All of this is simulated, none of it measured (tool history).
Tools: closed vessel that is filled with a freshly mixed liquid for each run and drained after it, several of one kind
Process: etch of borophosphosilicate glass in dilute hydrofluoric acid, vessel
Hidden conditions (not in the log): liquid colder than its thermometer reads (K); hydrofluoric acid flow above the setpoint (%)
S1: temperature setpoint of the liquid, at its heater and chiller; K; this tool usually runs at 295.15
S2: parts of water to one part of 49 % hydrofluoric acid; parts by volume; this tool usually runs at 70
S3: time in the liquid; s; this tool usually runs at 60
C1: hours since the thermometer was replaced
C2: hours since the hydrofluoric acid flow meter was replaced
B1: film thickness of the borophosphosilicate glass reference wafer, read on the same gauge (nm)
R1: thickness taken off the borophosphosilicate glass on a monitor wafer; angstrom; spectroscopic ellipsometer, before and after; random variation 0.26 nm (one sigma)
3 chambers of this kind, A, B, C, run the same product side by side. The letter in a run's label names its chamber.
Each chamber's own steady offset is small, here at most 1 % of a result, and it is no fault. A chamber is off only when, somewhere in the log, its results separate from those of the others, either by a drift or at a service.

run   hour      S1  S2  S3      C1     C2      B1      R1
 1C    2.7  295.15  70  60   144.3  388.4  40.024  522.17
 2B    5.5  295.15  70  60  1440.8   41.2  40.004  524.23
 3A    9.8  295.15  70  60   605.7    880  39.999  520.29
 4C     14  295.15  70  60   155.6  399.7  39.968  523.23
 5B   18.1  295.15  70  60  1453.4   53.8  40.008  530.29
 6A   22.4  295.15  70  60   618.3  892.6  40.017  513.27
 7C   25.3  292.15  90  60   166.9    411  40.002  351.73
 8A   28.3  292.15  90  60   624.2  898.5  40.006  347.78
 9B     33  292.15  90  60  1468.3   68.7   39.99  353.37
10B   36.7  295.15  70  60    1472   72.4  40.025  527.82
11C   39.8  295.15  70  60   181.4  425.5  39.994  522.38
12A   44.1  295.15  70  60     640  914.3  39.995  519.21
13C   48.7  295.15  70  60   190.3  434.4  40.008  524.02
14B   53.2  295.15  70  60  1488.5   88.9  40.013  534.94
15A   55.6  295.15  70  60   651.5  925.8  39.991   513.3
16A   60.1  297.15  70  60     656  930.3  40.004  556.58
17B   64.9  297.15  70  60  1500.2  100.6  39.991  571.79
18C   67.9  297.15  70  60   209.5  453.6  39.984  576.77
19A   70.1  295.15  70  60     666  940.3  39.997  517.08
20B   73.4  295.15  90  60  1508.7  109.1  40.004  403.08
21C   77.9  295.15  90  60   219.5  463.6  39.977  413.62
22C   82.3  295.15  90  60   223.9    468  39.995  416.23
23A   86.5  295.15  70  60   682.4  956.7  40.022  517.04
24B     89  293.65  70  70  1524.3  124.7  39.995  582.26
25B   91.4  293.65  70  70  1526.7  127.1  39.996  578.62
26A   95.2  293.65  70  70   691.1  965.4  40.003  566.88
27C   99.4  295.15  70  60     241  485.1  40.017  547.66
28C  103.2  295.15  70  60   244.8  488.9  39.995  553.54

All chambers now run identical settings, listed one chamber a line with results as question marks. What results will each chamber show?
29A  106.8  295.15  40  60               ?
29B  106.8  295.15  40  60               ?
29C  106.8  295.15  40  60               ?

run      R1
29A  958.23
29B  952.45
29C  997.57
